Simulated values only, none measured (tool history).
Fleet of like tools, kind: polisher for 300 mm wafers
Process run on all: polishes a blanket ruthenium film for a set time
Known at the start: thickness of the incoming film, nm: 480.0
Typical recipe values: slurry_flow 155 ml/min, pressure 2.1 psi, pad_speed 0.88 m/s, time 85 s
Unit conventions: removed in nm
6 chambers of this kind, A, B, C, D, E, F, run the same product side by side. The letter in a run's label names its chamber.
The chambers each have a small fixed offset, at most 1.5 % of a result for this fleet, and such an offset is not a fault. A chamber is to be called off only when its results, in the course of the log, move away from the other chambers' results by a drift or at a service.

run,hour,slurry_flow,pressure,pad_speed,time,removed
1D,10.3,155,2.1,0.88,85,79.975
# hour 11.5: chamber B: worn pad replaced by a new one
2E,22,155,2.1,0.88,85,80.763
# hour 33.6: chamber C: worn pad replaced by a new one
3C,33.6,155,2.1,0.88,85,81.966
# hour 37.9: chamber E: worn pad replaced by a new one
4B,44.3,155,2.1,0.88,85,80.293
# hour 46: chamber D: worn pad replaced by a new one
# hour 48.6: chamber F: worn pad replaced by a new one
5F,52.6,155,2.1,0.88,85,81.951
# hour 52.7: chamber B: slurry nozzle cleaned
# hour 57.1: chamber F: slurry nozzle cleaned
6A,62.3,155,2.1,0.88,85,78.346
7F,68.4,155,2.1,0.88,85,80.886
8D,75,155,2.5,0.88,99,109.78
# hour 84.3: chamber B: worn pad replaced by a new one
9A,86.2,155,2.5,0.88,99,109.07
10E,96.8,155,2.5,0.88,99,111.46
11C,103.5,155,2.5,0.88,99,112.36
12B,111.6,155,2.5,0.88,99,110.63
# hour 115.2: chamber E: worn pad replaced by a new one
13D,118.7,155,2.5,0.88,99,111.14
14B,129.2,155,2.1,0.88,85,79.532
# hour 130: chamber C: worn pad replaced by a new one
15E,140.9,155,2.1,0.88,85,80.764
16F,153,155,2.1,0.88,85,80.865
# hour 155.8: chamber D: slurry nozzle cleaned
17A,159.2,155,2.1,0.88,85,77.709
# hour 159.5: chamber F: worn pad replaced by a new one
# hour 164.1: chamber D: worn pad replaced by a new one
# hour 164.4: chamber B: worn pad replaced by a new one
18C,170.6,155,2.1,0.88,85,81.534
19F,179.9,155,2.1,0.88,85,82.195
20C,190.7,155,2.1,0.88,85,81.854
# hour 193.5: chamber E: worn pad replaced by a new one
21D,197,155,2.1,0.66,85,60.208
# hour 203: chamber A: slurry nozzle cleaned
22E,207.9,155,2.1,0.66,85,60.042
# hour 210.1: chamber C: worn pad replaced by a new one
23B,213.5,155,2.1,0.66,85,60.13
24A,223.4,155,2.1,0.66,85,57.105
25C,234,155,2.1,0.66,85,61.104
# hour 239.6: chamber B: worn pad replaced by a new one
26E,242.5,155,2.1,0.66,85,60.741
# hour 247: chamber F: worn pad replaced by a new one
27B,248.6,155,2.1,0.88,85,80.826
# hour 256.4: chamber E: worn pad replaced by a new one
# hour 257.4: chamber D: worn pad replaced by a new one
28A,259.8,155,2.1,0.88,85,75.881
29D,271,155,2.1,0.88,67,64.047
30F,278.5,155,2.1,0.88,67,63.602
31B,285,155,2.1,0.88,67,63.242
32D,296.7,155,2.1,0.88,67,63.136
# hour 303.4: chamber C: worn pad replaced by a new one
33F,307.6,155,2.1,0.88,67,64.214
34A,315.9,155,2.1,0.88,67,59.874
# hour 316.6: chamber F: slurry nozzle cleaned
35C,321.9,155,2.1,0.88,85,81.444
# hour 325: chamber E: worn pad replaced by a new one
# hour 326.7: chamber B: worn pad replaced by a new one
36E,332.9,155,2.1,0.88,85,80.289
# hour 340.9: chamber A: head pressure recalibrated
37B,343.8,155,2.1,0.88,85,79.457
38A,349.3,155,2.1,0.88,85,75.259
# hour 353.4: chamber F: worn pad replaced by a new one
39C,355,155,2.1,0.88,85,81.681
40F,365.5,155,2.1,0.88,85,80.781

One chamber off, gauge drift, or nothing amiss beyond the chambers' own small offsets? If it is a chamber, which one, and what is the likeliest cause?

Little by little, chamber A moves away from the other chambers.
Likeliest cause: removal rate lost through wear of the pad, % = 6.25.

Chamber A could run next with any of the 4 candidate recipes listed below; each alters the usual settings, and their results appear as question marks. Which one brings its results back in line with what the other chambers deliver on the usual settings?
Counts as in line when no further than this from what the other chambers average on the usual settings: removed 1.8 nm
41A-1,374.5,155,2.2,0.88,88,?
41A-2,374.5,155,2.1,0.88,88,?
41A-3,374.5,155,2.1,0.88,82,?
41A-4,374.5,155,2,0.86,85,?

The mean the other chambers reach with the usual settings: removed 80.658 nm
run,removed
41A-1,81.139
41A-2,77.441
41A-3,72.161
41A-4,69.588
41A-1 puts the chamber back in line with the other chambers.
